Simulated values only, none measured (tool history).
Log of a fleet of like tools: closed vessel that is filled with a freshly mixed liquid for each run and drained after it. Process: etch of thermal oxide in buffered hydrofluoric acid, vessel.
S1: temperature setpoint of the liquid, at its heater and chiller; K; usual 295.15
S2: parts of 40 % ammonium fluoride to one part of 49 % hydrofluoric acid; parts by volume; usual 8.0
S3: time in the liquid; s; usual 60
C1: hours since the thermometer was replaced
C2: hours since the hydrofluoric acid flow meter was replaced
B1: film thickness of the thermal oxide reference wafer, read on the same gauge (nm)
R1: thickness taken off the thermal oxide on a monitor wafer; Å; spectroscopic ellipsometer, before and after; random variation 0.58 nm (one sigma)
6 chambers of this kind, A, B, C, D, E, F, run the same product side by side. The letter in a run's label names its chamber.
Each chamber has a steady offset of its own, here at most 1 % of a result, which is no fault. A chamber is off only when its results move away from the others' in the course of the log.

run	day	S1	S2	S3	C1	C2	B1	R1
1B	0.188	295.15	8.0	60	859.7	403.4	149.98	796.33
2F	0.312	295.15	8.0	60	1232.9	477.5	150.01	778.51
3A	0.438	295.15	8.0	60	1061.4	571.8	150.02	789.09
4E	0.675	295.15	8.0	60	96.7	1572.7	150.01	792.57
5C	0.817	295.15	8.0	60	995.9	48.7	150.03	808.44
6D	0.950	295.15	8.0	60	904.1	69.2	150.00	792.90
7E	1.092	295.15	8.0	60	106.7	1582.7	150.00	801.70
8F	1.267	295.15	8.0	30	1255.8	500.4	149.97	389.10
9A	1.492	295.15	8.0	30	1086.7	597.1	150.00	399.87
10B	1.738	295.15	8.0	30	896.9	440.6	150.00	402.25
11D	1.900	295.15	8.0	30	926.9	92.0	149.98	398.92
12C	2.021	295.15	8.0	30	1024.8	77.6	150.00	400.12
13C	2.221	295.15	8.0	30	1029.6	82.4	150.02	397.51
14D	2.362	295.15	8.0	60	938.0	103.1	149.98	812.93
15A	2.596	295.15	8.0	60	1113.2	623.6	150.02	793.97
16B	2.825	295.15	8.0	60	923.0	466.7	150.01	791.47
17F	3.042	295.15	8.0	60	1298.4	543.0	150.01	778.73
18E	3.200	295.15	8.0	60	157.3	1633.3	150.01	788.27
19D	3.317	296.65	8.0	60	960.9	126.0	150.01	865.87
20C	3.425	296.65	8.0	60	1058.5	111.3	149.97	875.31
21B	3.575	296.65	8.0	60	941.0	484.7	150.00	882.27
22E	3.708	296.65	8.0	60	169.5	1645.5	150.01	854.87
23A	3.921	296.65	8.0	60	1145.0	655.4	150.00	870.54
24F	4.142	296.65	8.0	60	1324.8	569.4	150.00	826.66
25A	4.254	295.15	8.0	60	1153.0	663.4	149.98	798.89
26F	4.375	295.15	8.0	60	1330.4	575.0	150.00	765.48
27C	4.575	295.15	8.0	60	1086.1	138.9	150.02	797.04
28E	4.817	291.65	8.0	60	196.1	1672.1	150.00	666.26
29D	5.012	291.65	8.0	60	1001.6	166.7	150.00	657.59
# day 5.158: chamber A: thermometer replaced
30B	5.175	291.65	8.0	60	979.4	523.1	150.01	657.76
31E	5.288	291.65	8.0	60	207.4	1683.4	150.01	658.28
32C	5.438	291.65	8.0	60	1106.8	159.6	149.98	655.13
33F	5.675	291.65	8.0	60	1361.6	606.2	150.00	617.96
34D	5.871	295.15	8.0	60	1022.2	187.3	149.98	794.29
35B	6.017	295.15	8.0	60	999.6	543.3	150.01	796.72
36A	6.217	295.15	8.0	60	25.4	710.5	150.03	801.61
37E	6.354	295.15	8.0	60	233.0	1709.0	150.01	783.90
38B	6.467	295.15	8.0	60	1010.4	554.1	149.98	799.69
39D	6.621	295.15	8.0	60	1040.2	205.3	149.99	792.10
40F	6.729	295.15	8.0	60	1386.9	631.5	150.02	725.93
41A	6.842	295.15	8.0	60	40.4	725.5	150.00	797.04

All 6 chambers run these settings next. Forecast each chamber's results:
42A	7.017	295.15	9.5	60				?
42B	7.017	295.15	9.5	60				?
42C	7.017	295.15	9.5	60				?
42D	7.017	295.15	9.5	60				?
42E	7.017	295.15	9.5	60				?
42F	7.017	295.15	9.5	60				?

run	R1
42A	680.25
42B	681.17
42C	685.55
42D	688.78
42E	673.28
42F	609.52

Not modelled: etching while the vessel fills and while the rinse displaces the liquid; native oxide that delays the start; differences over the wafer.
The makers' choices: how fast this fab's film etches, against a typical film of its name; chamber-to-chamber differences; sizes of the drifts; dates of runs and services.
